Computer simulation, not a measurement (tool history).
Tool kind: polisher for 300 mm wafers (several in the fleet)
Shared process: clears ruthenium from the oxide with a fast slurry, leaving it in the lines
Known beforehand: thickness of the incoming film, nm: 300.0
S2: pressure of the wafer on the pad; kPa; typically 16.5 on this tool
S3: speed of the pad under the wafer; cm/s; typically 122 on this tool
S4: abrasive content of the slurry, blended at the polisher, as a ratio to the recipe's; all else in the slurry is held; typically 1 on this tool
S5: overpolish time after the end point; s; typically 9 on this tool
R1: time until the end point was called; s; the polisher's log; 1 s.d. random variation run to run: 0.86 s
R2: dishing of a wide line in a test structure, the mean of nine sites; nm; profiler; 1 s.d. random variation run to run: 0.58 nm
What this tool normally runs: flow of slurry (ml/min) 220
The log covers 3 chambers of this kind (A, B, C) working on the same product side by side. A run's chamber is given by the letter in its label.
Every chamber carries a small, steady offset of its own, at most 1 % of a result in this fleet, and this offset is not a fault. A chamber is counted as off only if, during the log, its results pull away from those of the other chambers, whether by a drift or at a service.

Run 1A, hour 9.5: usual settings. Result: R1 59.528 s, R2 38.483 nm.
Run 2C, hour 17.7: usual settings. Result: R1 59.576 s, R2 38.153 nm.
At hour 19.3: chamber B: slurry blender recalibrated.
Run 3B, hour 22.8: usual settings. Result: R1 57.946 s, R2 39.59 nm.
Run 4C, hour 32: usual settings. Result: R1 57.908 s, R2 38.473 nm.
Run 5B, hour 40.6: usual settings. Result: R1 58.705 s, R2 38.334 nm.
Run 6A, hour 47.7: usual settings. Result: R1 58.297 s, R2 39.513 nm.
Run 7A, hour 53.2: usual settings but S5 13 s. Result: R1 59.579 s, R2 53.83 nm.
At hour 61.7: chamber A: head pressure recalibrated.
Run 8B, hour 61.8: usual settings but S5 13 s. Result: R1 58.528 s, R2 53.406 nm.
At hour 63.7: chamber A: slurry blender recalibrated.
At hour 64.6: chamber B: worn pad replaced by a new one.
Run 9C, hour 66.5: usual settings but S5 13 s. Result: R1 58.836 s, R2 53.856 nm.
Run 10B, hour 71.9: usual settings. Result: R1 57.737 s, R2 37.892 nm.
At hour 73.9: chamber A: slurry nozzle cleaned.
Run 11A, hour 76.8: usual settings. Result: R1 57.113 s, R2 38.778 nm.
Run 12C, hour 81.9: usual settings. Result: R1 58.008 s, R2 39.298 nm.
At hour 84: chamber C: worn pad replaced by a new one.
At hour 89.1: chamber C: slurry blender recalibrated.
At hour 90.9: chamber B: head pressure recalibrated.
Run 13A, hour 91.3: usual settings but S2 13.1 kPa. Result: R1 71.489 s, R2 31.641 nm.
Run 14B, hour 98.6: usual settings but S2 13.1 kPa. Result: R1 83.768 s, R2 27.183 nm.
Run 15C, hour 103.2: usual settings but S2 13.1 kPa. Result: R1 74.368 s, R2 31.201 nm.
Run 16A, hour 108.1: usual settings. Result: R1 58.47 s, R2 39.411 nm.
Run 17C, hour 114.7: usual settings. Result: R1 57.842 s, R2 38.566 nm.
At hour 118.3: chamber A: worn pad replaced by a new one.
Run 18B, hour 121: usual settings. Result: R1 65.199 s, R2 34.815 nm.
At hour 126.1: chamber B: slurry blender recalibrated.
Run 19B, hour 127.8: usual settings. Result: R1 65.628 s, R2 33.938 nm.
Run 20C, hour 135.4: usual settings. Result: R1 58.964 s, R2 39.198 nm.
Run 21A, hour 143.7: usual settings but S3 90 cm/s, S5 6 s. Result: R1 76.187 s, R2 20.408 nm.
Run 22B, hour 152.9: usual settings but S3 90 cm/s, S5 6 s. Result: R1 88.836 s, R2 17.871 nm.
Run 23A, hour 159: usual settings but S3 90 cm/s, S5 6 s. Result: R1 79.543 s, R2 19.806 nm.
Run 24C, hour 165.2: usual settings. Result: R1 58.604 s, R2 39.288 nm.
Run 25A, hour 174.1: usual settings. Result: R1 57.15 s, R2 40.35 nm.
Run 26C, hour 182.7: usual settings but flow of slurry (ml/min) 275. Result: R1 56.85 s, R2 40.108 nm.
At hour 187.3: chamber C: worn pad replaced by a new one.
Run 27B, hour 187.3: usual settings but flow of slurry (ml/min) 275. Result: R1 64.353 s, R2 35.157 nm.
At hour 192.9: chamber A: slurry blender recalibrated.
Run 28B, hour 193: usual settings but flow of slurry (ml/min) 275. Result: R1 64.487 s, R2 34.964 nm.
At hour 195.3: chamber B: worn pad replaced by a new one.
Run 29C, hour 201.5: usual settings. Result: R1 58.931 s, R2 38.271 nm.
Run 30A, hour 210.5: usual settings but S4 0.75. Result: R1 68.301 s, R2 33.839 nm.
Run 31A, hour 219.8: usual settings but S4 0.75. Result: R1 67.99 s, R2 33.688 nm.
At hour 221.7: chamber B: slurry blender recalibrated.
At hour 221.8: chamber C: slurry nozzle cleaned.
Run 32B, hour 226: usual settings but S4 0.75. Result: R1 74.967 s, R2 30.379 nm.
Run 33C, hour 231.4: usual settings. Result: R1 56.875 s, R2 39.127 nm.
Run 34B, hour 240: usual settings. Result: R1 65.347 s, R2 32.913 nm.
Run 35C, hour 245.4: usual settings. Result: R1 56.457 s, R2 38.163 nm.
Run 36A, hour 251: usual settings. Result: R1 57.328 s, R2 38.43 nm.

Is one chamber off against the others, does the gauge drift, or is nothing wrong? If a chamber is off, say which, and what the likeliest cause is.

Chamber B came out of a service off from its peers and stayed that way.
Likeliest cause: head's pressure below its setpoint, % = 11.8.

Which of the 4 candidates below, each the usual settings with something changed and its results left as question marks, puts chamber B back in line with what the other chambers give on the usual settings?
In line here means within this much of the mean the other chambers give on the usual settings: R1 3 s; R2 2 nm
Run 37B-1, hour 258: usual settings but S2 15.9 kPa, S3 114 cm/s. Result: R1 ?, R2 ?.
Run 37B-2, hour 258: usual settings but S3 124 cm/s. Result: R1 ?, R2 ?.
Run 37B-3, hour 258: usual settings but S2 17.9 kPa, S3 130 cm/s. Result: R1 ?, R2 ?.
Run 37B-4, hour 258: usual settings but S3 120 cm/s. Result: R1 ?, R2 ?.

On the usual settings, the other chambers give on average: R1 57.968 s; R2 38.739 nm
  run      R1      R2
37B-1  73.849    31.1
37B-2  65.151   34.94
37B-3  57.451  39.226
37B-4  67.306  33.904
It is 37B-3 that realigns the chamber with its peers.
